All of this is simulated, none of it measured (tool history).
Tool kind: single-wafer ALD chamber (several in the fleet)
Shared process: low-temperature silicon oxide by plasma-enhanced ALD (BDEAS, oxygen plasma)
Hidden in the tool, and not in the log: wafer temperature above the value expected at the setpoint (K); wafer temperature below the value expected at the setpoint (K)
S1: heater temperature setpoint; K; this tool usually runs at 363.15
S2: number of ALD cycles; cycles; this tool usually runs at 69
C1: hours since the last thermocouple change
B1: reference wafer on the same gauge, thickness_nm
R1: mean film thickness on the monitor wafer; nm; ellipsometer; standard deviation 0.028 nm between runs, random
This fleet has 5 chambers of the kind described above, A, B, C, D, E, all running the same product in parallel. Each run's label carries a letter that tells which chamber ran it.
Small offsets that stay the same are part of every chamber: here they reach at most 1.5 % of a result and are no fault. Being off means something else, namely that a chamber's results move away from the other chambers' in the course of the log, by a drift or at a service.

run,hour,S1,S2,C1,B1,R1
1E,10.8,363.15,69,2171.5,11.497,10.226
2B,20.9,363.15,69,1397.6,11.496,10.265
3A,32.6,363.15,69,697.1,11.5,10.309
4D,47.9,363.15,69,215.3,11.504,10.236
5C,58.5,363.15,69,886,11.495,10.135
6C,68.1,363.15,69,895.6,11.501,10.117
7D,75.4,363.15,69,242.8,11.497,10.275
8A,89.1,363.15,69,753.6,11.507,10.294
9B,103.7,363.15,69,1480.4,11.501,10.216
10E,116.9,363.15,69,2277.6,11.504,10.258
11C,130.9,363.15,69,958.4,11.509,10.102
12E,143.5,363.15,69,2304.2,11.503,10.229
13D,153.6,363.15,69,321,11.497,10.224
14B,166.3,377.15,69,1543,11.508,9.8507
15A,176.9,377.15,69,841.4,11.503,9.8036
16C,184.7,377.15,69,1012.2,11.499,9.6701
17E,198.1,377.15,69,2358.8,11.495,9.8119
18D,206.2,377.15,69,373.6,11.499,9.8055
19B,214.8,363.15,69,1591.5,11.504,10.223
20A,228.5,363.15,69,893,11.5,10.259
21C,238.3,363.15,69,1065.8,11.498,10.148
22A,249.6,363.15,81,914.1,11.505,12.012
23D,257,363.15,81,424.4,11.502,12.046
24B,268.1,363.15,81,1644.8,11.501,11.983
25E,282,363.15,81,2442.7,11.504,12.067
26C,289.8,363.15,81,1117.3,11.506,11.871
27D,301.7,363.15,69,469.1,11.499,10.268
28B,314.7,357.15,69,1691.4,11.498,10.502
# hour 327.1: chamber E: thermocouple changed; heater temperature recalibrated
29A,331.2,357.15,69,995.7,11.497,10.47
30E,342.9,357.15,69,15.9,11.504,10.463
31C,351.9,357.15,69,1179.4,11.496,10.292
32A,363,357.15,69,1027.5,11.501,10.458
33B,378.1,363.15,69,1754.8,11.493,10.249
34E,389.3,363.15,69,62.3,11.506,10.244
35D,398.5,363.15,69,565.9,11.51,10.23
36B,411.9,363.15,69,1788.6,11.498,10.266
37D,424.6,363.15,69,592,11.503,10.211
38C,433.3,363.15,69,1260.8,11.496,10.111

All chambers now run identical settings, listed one chamber a line with results as question marks. What results will each chamber show?
39A,445.2,363.15,65,,,?
39B,445.2,363.15,65,,,?
39C,445.2,363.15,65,,,?
39D,445.2,363.15,65,,,?
39E,445.2,363.15,65,,,?

run,R1
39A,9.6291
39B,9.6769
39C,9.5439
39D,9.5732
39E,9.6475
